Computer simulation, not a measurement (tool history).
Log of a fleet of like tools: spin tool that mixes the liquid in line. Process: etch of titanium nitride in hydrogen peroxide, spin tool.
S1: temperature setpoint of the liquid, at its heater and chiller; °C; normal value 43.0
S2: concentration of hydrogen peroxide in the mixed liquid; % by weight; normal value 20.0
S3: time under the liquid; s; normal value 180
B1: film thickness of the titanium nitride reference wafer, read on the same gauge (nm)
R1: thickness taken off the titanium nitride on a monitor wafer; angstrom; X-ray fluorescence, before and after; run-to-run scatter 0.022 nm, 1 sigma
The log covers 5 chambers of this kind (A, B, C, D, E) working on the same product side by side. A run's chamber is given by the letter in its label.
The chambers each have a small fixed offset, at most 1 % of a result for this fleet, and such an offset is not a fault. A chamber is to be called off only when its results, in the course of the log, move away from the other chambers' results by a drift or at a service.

run,hour,S1,S2,S3,B1,R1
1C,3.1,43.0,20.0,180,150.02,27.3520
2B,6.8,43.0,20.0,180,149.99,26.8910
3D,9.5,43.0,20.0,180,150.00,27.4010
4E,14.4,43.0,20.0,180,149.99,27.5630
5A,18.4,43.0,20.0,180,150.02,26.8140
6E,22.2,43.0,20.0,180,149.99,27.4530
7A,25.2,43.0,20.0,180,150.05,27.4880
8B,30.5,43.0,20.0,180,150.01,26.7390
9C,36.1,43.0,20.0,180,149.99,27.0410
10D,41.4,43.0,24.5,180,150.00,28.6660
# hour 42.2: chamber A: peroxide flow meter replaced
11C,44.6,43.0,24.5,180,150.00,28.4410
12A,49.2,43.0,24.5,180,149.98,28.3820
13B,54.5,43.0,24.5,180,149.98,28.3390
14D,58.5,43.0,24.5,180,150.00,27.9040
15E,63.0,43.0,20.0,180,150.01,27.3070
# hour 65.1: chamber E: thermometer replaced
16B,66.4,43.0,20.0,180,149.99,27.2260
17A,69.9,43.0,20.0,180,149.99,27.2300
18D,73.1,43.0,20.0,180,149.98,26.4170
19E,76.2,43.0,20.0,180,150.00,27.6340
20C,81.1,43.0,20.0,180,150.02,27.4110
21A,84.4,33.5,20.0,120,150.00,8.5415
22D,89.4,33.5,20.0,120,150.02,8.3430
23C,93.2,33.5,20.0,120,149.95,8.6978
# hour 94.6: chamber C: peroxide flow meter replaced
24E,96.8,33.5,20.0,120,149.97,8.7004
25B,101.8,33.5,20.0,120,150.01,8.5172
26D,105.3,43.0,20.0,250,150.01,35.6690
27B,107.8,43.0,20.0,250,149.99,37.5310
28C,110.5,43.0,20.0,250,150.01,37.8140
# hour 111.8: chamber A: thermometer replaced
29A,113.0,43.0,20.0,250,150.02,38.1240
30E,116.5,43.0,20.0,250,150.00,38.1810
31A,120.6,43.0,20.0,180,149.98,27.4420
32D,123.6,43.0,17.5,180,150.00,25.2860
33C,126.9,43.0,17.5,180,149.98,26.0930
34E,129.4,43.0,17.5,180,150.00,26.7510
35B,133.5,43.0,17.5,180,150.03,26.4580
36D,138.1,43.0,17.5,180,150.01,24.7970
37A,142.2,43.0,20.0,180,149.99,27.2620
38C,145.2,43.0,20.0,180,149.98,27.9140
39B,148.5,43.0,20.0,180,149.96,27.1620
40E,152.6,43.0,20.0,180,149.97,27.8300
41C,157.7,43.0,20.0,180,150.01,27.0980
42A,162.5,43.0,20.0,180,150.00,27.2090
43B,168.0,43.0,20.0,180,149.99,26.6720

Each of the 5 chambers runs these same settings next. Fill in every chamber's results:
44A,172.1,43.0,20.0,180,,?
44B,172.1,43.0,20.0,180,,?
44C,172.1,43.0,20.0,180,,?
44D,172.1,43.0,20.0,180,,?
44E,172.1,43.0,20.0,180,,?

run,R1
44A,26.6690
44B,26.9800
44C,27.4190
44D,25.0100
44E,27.3940

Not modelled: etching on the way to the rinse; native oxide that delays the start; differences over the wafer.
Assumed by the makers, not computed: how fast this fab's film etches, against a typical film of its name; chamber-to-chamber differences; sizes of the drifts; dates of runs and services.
